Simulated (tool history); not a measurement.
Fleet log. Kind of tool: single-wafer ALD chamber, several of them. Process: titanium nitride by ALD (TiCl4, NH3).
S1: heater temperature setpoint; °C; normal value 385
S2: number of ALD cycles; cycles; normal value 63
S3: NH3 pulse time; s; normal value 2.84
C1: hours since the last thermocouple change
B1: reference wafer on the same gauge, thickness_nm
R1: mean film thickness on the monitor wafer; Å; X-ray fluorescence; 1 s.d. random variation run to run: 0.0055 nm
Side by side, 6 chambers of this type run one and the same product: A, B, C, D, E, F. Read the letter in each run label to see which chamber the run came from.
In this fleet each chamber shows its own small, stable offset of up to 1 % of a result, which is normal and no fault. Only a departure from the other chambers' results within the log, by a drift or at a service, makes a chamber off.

Run 1C, day 0.354: usual settings; C1 1905.2; B1 1.4809. Result: R1 13.956 Å.
Run 2B, day 0.646: usual settings; C1 626.3; B1 1.4803. Result: R1 14.052 Å.
Run 3D, day 1.1: usual settings; C1 79; B1 1.4798. Result: R1 13.892 Å.
Run 4A, day 1.404: usual settings; C1 1737.6; B1 1.479. Result: R1 13.914 Å.
Run 5F, day 1.817: usual settings; C1 553.4; B1 1.4811. Result: R1 14.016 Å.
Run 6E, day 2.162: usual settings; C1 607.7; B1 1.4798. Result: R1 13.807 Å.
Run 7B, day 2.371: usual settings; C1 667.7; B1 1.4786. Result: R1 14.03 Å.
Run 8F, day 2.767: usual settings; C1 576.2; B1 1.4822. Result: R1 13.922 Å.
Run 9E, day 3.171: usual settings but S1 374 °C, S3 1.78 s; C1 631.9; B1 1.4807. Result: R1 13.356 Å.
Run 10D, day 3.642: usual settings but S1 374 °C, S3 1.78 s; C1 140; B1 1.4795. Result: R1 13.513 Å.
Run 11C, day 4.017: usual settings but S1 374 °C, S3 1.78 s; C1 1993.1; B1 1.4811. Result: R1 13.37 Å.
Run 12A, day 4.267: usual settings but S1 374 °C, S3 1.78 s; C1 1806.3; B1 1.4815. Result: R1 13.378 Å.
Run 13E, day 4.483: usual settings but S1 374 °C, S3 1.78 s; C1 663.4; B1 1.4785. Result: R1 13.436 Å.
Run 14F, day 4.762: usual settings but S1 374 °C, S3 1.78 s; C1 624.1; B1 1.4801. Result: R1 13.442 Å.
Run 15D, day 4.975: usual settings; C1 172; B1 1.4814. Result: R1 14.013 Å.
Run 16C, day 5.442: usual settings but S3 1.76 s; C1 2027.3; B1 1.4808. Result: R1 13.594 Å.
Run 17B, day 5.838: usual settings but S3 1.76 s; C1 750.9; B1 1.4803. Result: R1 13.779 Å.
Run 18A, day 6.233: usual settings but S3 1.76 s; C1 1853.5; B1 1.4792. Result: R1 13.531 Å.
Run 19E, day 6.546: usual settings but S3 1.76 s; C1 712.9; B1 1.4801. Result: R1 13.595 Å.
Run 20F, day 7: usual settings but S3 1.76 s; C1 677.8; B1 1.4795. Result: R1 13.674 Å.
Run 21A, day 7.388: usual settings but S3 1.76 s; C1 1881.2; B1 1.479. Result: R1 13.409 Å.
Run 22D, day 7.675: usual settings; C1 236.8; B1 1.479. Result: R1 13.902 Å.
Run 23B, day 7.912: usual settings; C1 800.7; B1 1.4804. Result: R1 13.964 Å.
Run 24C, day 8.367: usual settings but S1 375 °C; C1 2097.5; B1 1.481. Result: R1 13.801 Å.
Run 25B, day 8.725: usual settings but S1 375 °C; C1 820.2; B1 1.4809. Result: R1 14.02 Å.
Run 26D, day 9.171: usual settings but S1 375 °C; C1 272.7; B1 1.4786. Result: R1 13.89 Å.
Run 27C, day 9.471: usual settings but S1 375 °C; C1 2124; B1 1.4801. Result: R1 13.873 Å.
Run 28E, day 9.792: usual settings but S1 375 °C; C1 790.8; B1 1.4814. Result: R1 13.864 Å.
Run 29F, day 10.154: usual settings but S1 375 °C; C1 753.5; B1 1.4789. Result: R1 13.832 Å.
Run 30A, day 10.583: usual settings; C1 1957.9; B1 1.48. Result: R1 13.778 Å.
Run 31C, day 10.992: usual settings; C1 2160.5; B1 1.4802. Result: R1 14.029 Å.
Run 32D, day 11.329: usual settings; C1 324.5; B1 1.4778. Result: R1 14.087 Å.
Run 33A, day 11.621: usual settings but S1 397 °C, S2 55 cycles; C1 1982.8; B1 1.4785. Result: R1 12.104 Å.
Run 34E, day 12.071: usual settings but S1 397 °C, S2 55 cycles; C1 845.5; B1 1.4792. Result: R1 12.225 Å.
Run 35F, day 12.529: usual settings but S1 397 °C, S2 55 cycles; C1 810.5; B1 1.4799. Result: R1 12.319 Å.
Run 36B, day 12.908: usual settings but S1 397 °C, S2 55 cycles; C1 920.6; B1 1.4799. Result: R1 12.333 Å.
Run 37E, day 13.325: usual settings but S1 397 °C, S2 55 cycles; C1 875.6; B1 1.4804. Result: R1 12.241 Å.
Run 38F, day 13.642: usual settings but S1 397 °C, S2 55 cycles; C1 837.2; B1 1.4791. Result: R1 12.151 Å.
Run 39D, day 13.992: usual settings; C1 388.4; B1 1.4809. Result: R1 14.014 Å.
Run 40B, day 14.367: usual settings but S1 373 °C, S3 3.18 s; C1 955.6; B1 1.4796. Result: R1 13.931 Å.
Run 41C, day 14.746: usual settings but S1 373 °C, S3 3.18 s; C1 2250.6; B1 1.481. Result: R1 13.834 Å.
Run 42A, day 14.996: usual settings but S1 373 °C, S3 3.18 s; C1 2063.8; B1 1.4804. Result: R1 13.869 Å.

Has any chamber moved away from the others, gradually or after a service, or does the common gauge drift, or do the chambers differ only by their own small steady offsets? State the chamber and the most likely cause if one applies.

The fleet is healthy, with each chamber sitting at its usual small offset and no drift in the gauge.

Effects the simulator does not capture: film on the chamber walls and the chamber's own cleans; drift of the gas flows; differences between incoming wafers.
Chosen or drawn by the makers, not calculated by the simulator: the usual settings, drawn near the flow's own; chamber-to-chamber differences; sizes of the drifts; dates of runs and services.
